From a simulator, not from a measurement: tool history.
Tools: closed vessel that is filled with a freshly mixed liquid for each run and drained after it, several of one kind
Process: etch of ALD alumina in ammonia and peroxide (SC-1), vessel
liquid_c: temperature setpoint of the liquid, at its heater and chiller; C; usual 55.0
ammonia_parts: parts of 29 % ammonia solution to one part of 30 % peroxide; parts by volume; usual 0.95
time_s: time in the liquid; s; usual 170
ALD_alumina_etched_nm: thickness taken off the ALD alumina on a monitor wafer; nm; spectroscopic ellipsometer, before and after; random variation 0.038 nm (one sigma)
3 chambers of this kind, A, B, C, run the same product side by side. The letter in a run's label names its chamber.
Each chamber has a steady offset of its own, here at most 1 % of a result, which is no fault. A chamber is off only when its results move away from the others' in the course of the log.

run	hour	liquid_c	ammonia_parts	time_s	hours since the thermometer was replaced	hours since the ammonia flow meter was replaced	hours since the drum of ammonia solution was connected	read-back film thickness of the ALD alumina reference wafer, read on the same gauge (nm)	ALD_alumina_etched_nm
1C	16.0	55.0	0.95	170	929.7	208.0	328.0	130.00	10.9050
2B	26.1	55.0	0.95	170	1737.2	276.5	117.6	130.01	11.0250
3A	35.1	55.0	0.95	170	1353.4	752.0	708.0	130.00	11.0280
4B	50.2	55.0	0.95	170	1761.3	300.6	141.7	130.01	10.9930
5A	61.2	55.0	0.95	170	1379.5	778.1	734.1	130.00	10.9640
6C	72.0	49.5	0.95	170	985.7	264.0	384.0	130.01	8.0984
7A	87.4	49.5	0.95	170	1405.7	804.3	760.3	129.99	8.1237
8B	96.4	49.5	0.95	170	1807.5	346.8	187.9	129.99	8.1846
9C	103.7	55.0	0.95	170	1017.4	295.7	415.7	130.00	11.0100
10C	114.2	55.0	0.95	170	1027.9	306.2	426.2	129.99	11.0800
11A	125.1	55.0	0.95	170	1443.4	842.0	798.0	130.02	10.9520
# hour 135.3: chamber B: new drum of ammonia solution connected
12B	139.6	55.0	0.95	240	1850.7	390.0	4.3	129.99	15.5570
13A	152.6	55.0	0.95	240	1470.9	869.5	825.5	129.97	15.5360
14B	168.3	55.0	0.95	240	1879.4	418.7	33.0	129.99	15.5140
15C	175.3	55.0	0.95	170	1089.0	367.3	487.3	130.00	11.1910
16B	186.6	55.0	0.95	170	1897.7	437.0	51.3	129.99	11.0140
# hour 193.8: chamber A: ammonia flow meter replaced
17A	202.0	55.0	0.95	170	1520.3	8.2	874.9	129.99	10.9750
18C	214.7	55.0	0.95	170	1128.4	406.7	526.7	130.01	11.2160
19A	225.2	55.0	0.95	170	1543.5	31.4	898.1	130.00	11.0340
20C	232.4	55.0	0.95	170	1146.1	424.4	544.4	130.00	11.3220

All 3 chambers run these settings next. Forecast each chamber's results:
21A	243.9	55.0	0.95	205					?
21B	243.9	55.0	0.95	205					?
21C	243.9	55.0	0.95	205					?

run	ALD_alumina_etched_nm
21A	13.2530
21B	13.2570
21C	13.6050
